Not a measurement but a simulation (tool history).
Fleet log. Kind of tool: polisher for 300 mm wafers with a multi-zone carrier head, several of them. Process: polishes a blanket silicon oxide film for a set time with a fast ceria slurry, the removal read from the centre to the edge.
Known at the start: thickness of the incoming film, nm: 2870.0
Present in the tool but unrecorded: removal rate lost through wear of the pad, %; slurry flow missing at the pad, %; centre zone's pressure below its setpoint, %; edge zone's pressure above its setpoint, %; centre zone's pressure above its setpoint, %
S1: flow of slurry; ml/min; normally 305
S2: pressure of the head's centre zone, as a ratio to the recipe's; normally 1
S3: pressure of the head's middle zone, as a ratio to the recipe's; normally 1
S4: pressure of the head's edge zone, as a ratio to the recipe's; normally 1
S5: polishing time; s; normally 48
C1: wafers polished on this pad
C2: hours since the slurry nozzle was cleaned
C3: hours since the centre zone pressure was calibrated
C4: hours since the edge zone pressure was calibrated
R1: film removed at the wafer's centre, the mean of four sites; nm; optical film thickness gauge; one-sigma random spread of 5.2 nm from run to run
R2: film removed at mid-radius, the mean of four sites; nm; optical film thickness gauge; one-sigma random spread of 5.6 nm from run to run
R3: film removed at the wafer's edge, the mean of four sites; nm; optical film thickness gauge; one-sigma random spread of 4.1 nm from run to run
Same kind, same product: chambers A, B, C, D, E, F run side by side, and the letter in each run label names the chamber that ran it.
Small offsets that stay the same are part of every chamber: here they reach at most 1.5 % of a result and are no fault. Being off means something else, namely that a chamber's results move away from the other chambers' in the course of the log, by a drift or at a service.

| run | hour | S1 | S2 | S3 | S4 | S5 | C1 | C2 | C3 | C4 | R1 | R2 | R3 |
|---|---|---|---|---|---|---|---|---|---|---|---|---|---|
|  | 2.3 | chamber A: edge zone pressure recalibrated |
|  | 4.4 | chamber F: worn pad replaced by a new one |
| 1F | 9 | 305 | 1 | 1 | 1 | 48 | 60 | 158 | 257 | 291.1 | 535.8 | 533.97 | 528.63 |
|  | 20.5 | chamber E: worn pad replaced by a new one |
|  | 21.6 | chamber B: slurry nozzle cleaned |
| 2E | 21.8 | 305 | 1 | 1 | 1 | 48 | 16 | 306.6 | 127.4 | 487.2 | 534.71 | 535.97 | 525.01 |
|  | 33.2 | chamber B: worn pad replaced by a new one |
| 3C | 35.6 | 305 | 1 | 1 | 1 | 48 | 797 | 329 | 104.1 | 940.5 | 526.71 | 544.08 | 529.55 |
|  | 36.9 | chamber D: worn pad replaced by a new one |
| 4D | 49.8 | 305 | 1 | 1 | 1 | 48 | 167 | 64.2 | 467.9 | 140.5 | 524.34 | 515.26 | 532.81 |
| 5A | 58.5 | 305 | 1 | 1 | 1 | 48 | 1118 | 350.7 | 787.4 | 56.2 | 527.68 | 543.72 | 526.4 |
|  | 65.2 | chamber A: worn pad replaced by a new one |
|  | 71 | chamber C: worn pad replaced by a new one |
| 6B | 71.9 | 305 | 1 | 1 | 1 | 48 | 502 | 50.4 | 184.6 | 365.5 | 512.55 | 530.46 | 538.3 |
| 7C | 80.5 | 305 | 1 | 1 | 1 | 48 | 123 | 373.9 | 149 | 985.4 | 517.66 | 534.64 | 527.68 |
|  | 80.8 | chamber C: edge zone pressure recalibrated |
|  | 85.4 | chamber F: centre zone pressure recalibrated |
|  | 87 | chamber F: worn pad replaced by a new one |
| 8D | 87 | 305 | 1 | 1 | 1 | 48 | 649 | 101.4 | 505.1 | 177.7 | 536.37 | 528.97 | 534.6 |
| 9F | 98.7 | 305 | 1 | 1 | 1 | 48 | 151 | 247.7 | 13.3 | 380.8 | 534.35 | 539.68 | 529.18 |
| 10B | 112.8 | 305 | 1 | 1 | 1 | 48 | 1031 | 91.3 | 225.5 | 406.4 | 521.34 | 535.63 | 537.39 |
|  | 116.1 | chamber B: worn pad replaced by a new one |
|  | 116.6 | chamber E: worn pad replaced by a new one |
| 11E | 122 | 305 | 1 | 1 | 1 | 48 | 70 | 406.8 | 227.6 | 587.4 | 533.94 | 530.4 | 525.7 |
| 12A | 135.7 | 305 | 1 | 1 | 1.09 | 54 | 913 | 427.9 | 864.6 | 133.4 | 593.89 | 600.07 | 616.1 |
|  | 138.2 | chamber D: worn pad replaced by a new one |
|  | 138.5 | chamber A: centre zone pressure recalibrated |
| 13C | 150.1 | 305 | 1 | 1 | 1.09 | 54 | 1024 | 443.5 | 218.6 | 69.3 | 600.34 | 601.42 | 628.6 |
|  | 156 | chamber A: worn pad replaced by a new one |
|  | 158.2 | chamber C: worn pad replaced by a new one |
| 14E | 161.8 | 305 | 1 | 1 | 1.09 | 54 | 585 | 446.6 | 267.4 | 627.2 | 595.25 | 593.06 | 617.18 |
| 15A | 168.6 | 305 | 1 | 1 | 1.09 | 54 | 163 | 460.8 | 30.2 | 166.3 | 534.18 | 604.23 | 624.03 |
| 16D | 178.8 | 305 | 1 | 1 | 1.09 | 54 | 526 | 193.2 | 596.9 | 269.5 | 594.71 | 609.16 | 622.96 |
|  | 183.4 | chamber F: worn pad replaced by a new one |
| 17B | 188.5 | 305 | 1 | 1 | 1.09 | 54 | 937 | 167 | 301.2 | 482.1 | 583.07 | 598.97 | 627.42 |
|  | 196.2 | chamber B: worn pad replaced by a new one |
| 18F | 202.5 | 305 | 1 | 1 | 1 | 48 | 247 | 351.5 | 117.1 | 484.6 | 532.92 | 523.74 | 531.81 |
|  | 209 | chamber E: worn pad replaced by a new one |
| 19E | 213 | 305 | 1 | 1 | 1 | 48 | 52 | 497.8 | 318.6 | 678.4 | 535.13 | 533.79 | 525.98 |
|  | 217.1 | chamber D: worn pad replaced by a new one |
|  | 220.8 | chamber D: slurry nozzle cleaned |
| 20A | 220.9 | 305 | 1 | 1 | 1 | 48 | 840 | 513.1 | 82.5 | 218.6 | 474.08 | 529.59 | 524.93 |
| 21D | 232.3 | 305 | 1 | 1 | 1 | 48 | 197 | 11.6 | 650.4 | 323 | 526.62 | 533.08 | 527.26 |
|  | 244.1 | chamber C: worn pad replaced by a new one |
| 22C | 246.1 | 305 | 1 | 1 | 1 | 48 | 26 | 539.5 | 314.6 | 165.3 | 525.77 | 537.87 | 536.04 |
|  | 254.8 | chamber A: worn pad replaced by a new one |
|  | 256.1 | chamber C: slurry nozzle cleaned |
| 23B | 256.6 | 305 | 1 | 1 | 1 | 48 | 783 | 235.1 | 369.3 | 550.2 | 524.66 | 530.23 | 530.75 |
| 24F | 270.9 | 305 | 1 | 1 | 1 | 48 | 1132 | 419.9 | 185.5 | 553 | 537.15 | 520.12 | 530.66 |
|  | 271.4 | chamber B: edge zone pressure recalibrated |
|  | 274.7 | chamber B: worn pad replaced by a new one |
|  | 279.1 | chamber F: worn pad replaced by a new one |
|  | 282.6 | chamber E: slurry nozzle cleaned |
| 25C | 285.6 | 305 | 1 | 1 | 1.05 | 64 | 537 | 29.5 | 354.1 | 204.8 | 687.04 | 704.43 | 727.02 |
| 26A | 298.1 | 305 | 1 | 1 | 1.05 | 64 | 561 | 590.3 | 159.7 | 295.8 | 615.83 | 714.93 | 721.53 |
|  | 306.9 | chamber B: slurry nozzle cleaned |
| 27D | 309.4 | 305 | 1 | 1 | 1.05 | 64 | 1195 | 88.7 | 727.5 | 400.1 | 697.91 | 703.93 | 725.31 |
|  | 312.1 | chamber E: worn pad replaced by a new one |
|  | 315 | chamber D: worn pad replaced by a new one |
| 28B | 317.5 | 305 | 1 | 1 | 1.05 | 64 | 555 | 10.7 | 430.2 | 46.2 | 687.12 | 710.69 | 737.54 |
|  | 322.9 | chamber F: edge zone pressure recalibrated |
|  | 330 | chamber C: worn pad replaced by a new one |
| 29E | 330 | 305 | 1 | 1 | 1.05 | 64 | 231 | 47.4 | 435.6 | 795.4 | 705.14 | 693.18 | 719.88 |
| 30F | 338.7 | 305 | 1 | 1 | 1.05 | 64 | 771 | 487.7 | 253.3 | 15.8 | 715.27 | 717.56 | 720.85 |
| 31A | 349.8 | 305 | 1 | 1 | 1 | 48 | 1230 | 642 | 211.4 | 347.5 | 475.26 | 528.13 | 531.33 |
|  | 350.7 | chamber A: worn pad replaced by a new one |
| 32E | 357.7 | 305 | 1 | 1 | 1 | 48 | 590 | 75.1 | 463.3 | 823.1 | 524.77 | 528.82 | 523.98 |
|  | 358.2 | chamber B: worn pad replaced by a new one |
| 33F | 371.3 | 305 | 1 | 1 | 1 | 48 | 1193 | 520.3 | 285.9 | 48.4 | 542.66 | 536.45 | 529.65 |
|  | 371.5 | chamber A: edge zone pressure recalibrated |
| 34D | 382.4 | 305 | 1 | 1 | 1 | 48 | 873 | 161.7 | 800.5 | 473.1 | 534.1 | 526.6 | 537.34 |
| 35B | 392.6 | 305 | 1 | 1 | 1 | 48 | 446 | 85.8 | 505.3 | 121.3 | 527 | 522.56 | 539.1 |
|  | 393.4 | chamber A: slurry nozzle cleaned |
|  | 393.8 | chamber C: centre zone pressure recalibrated |
| 36C | 400.8 | 305 | 1 | 1 | 1 | 48 | 917 | 144.7 | 7.1 | 320 | 532.94 | 537.16 | 533.97 |
|  | 403.2 | chamber D: worn pad replaced by a new one |
|  | 408.4 | chamber E: worn pad replaced by a new one |
| 37E | 412.7 | 305 | 1 | 1 | 1 | 48 | 55 | 130.1 | 518.3 | 878.1 | 527.83 | 531.08 | 518.72 |
|  | 415.1 | chamber C: worn pad replaced by a new one |
| 38A | 419.9 | 240 | 1 | 1 | 1 | 48 | 896 | 26.5 | 281.5 | 48.5 | 461.01 | 524.61 | 517.32 |
| 39C | 427.6 | 240 | 1 | 1 | 1 | 48 | 162 | 171.5 | 33.9 | 346.8 | 502.77 | 526.17 | 523.54 |
| 40B | 436.4 | 240 | 1 | 1 | 1 | 48 | 1013 | 129.6 | 549.1 | 165.1 | 502.58 | 518.74 | 524.93 |
| 41D | 446.4 | 240 | 1 | 1 | 1 | 48 | 559 | 225.7 | 864.5 | 537.1 | 503.98 | 516.12 | 522.43 |

All chambers now run identical settings, listed one chamber a line with results as question marks. What results will each chamber show?
| 42A | 456.9 | 305 | 1 | 1 | 1 | 48 |  |  |  |  | ? | ? | ? |
| 42B | 456.9 | 305 | 1 | 1 | 1 | 48 |  |  |  |  | ? | ? | ? |
| 42C | 456.9 | 305 | 1 | 1 | 1 | 48 |  |  |  |  | ? | ? | ? |
| 42D | 456.9 | 305 | 1 | 1 | 1 | 48 |  |  |  |  | ? | ? | ? |
| 42E | 456.9 | 305 | 1 | 1 | 1 | 48 |  |  |  |  | ? | ? | ? |
| 42F | 456.9 | 305 | 1 | 1 | 1 | 48 |  |  |  |  | ? | ? | ? |

| run | R1 | R2 | R3 |
|---|---|---|---|
| 42A | 471.38 | 532.16 | 526.32 |
| 42B | 527.54 | 527.65 | 531.9 |
| 42C | 524.91 | 537.24 | 535.7 |
| 42D | 528.28 | 536.42 | 528.51 |
| 42E | 516.89 | 516.25 | 532.76 |
| 42F | 534.74 | 532.95 | 527.3 |

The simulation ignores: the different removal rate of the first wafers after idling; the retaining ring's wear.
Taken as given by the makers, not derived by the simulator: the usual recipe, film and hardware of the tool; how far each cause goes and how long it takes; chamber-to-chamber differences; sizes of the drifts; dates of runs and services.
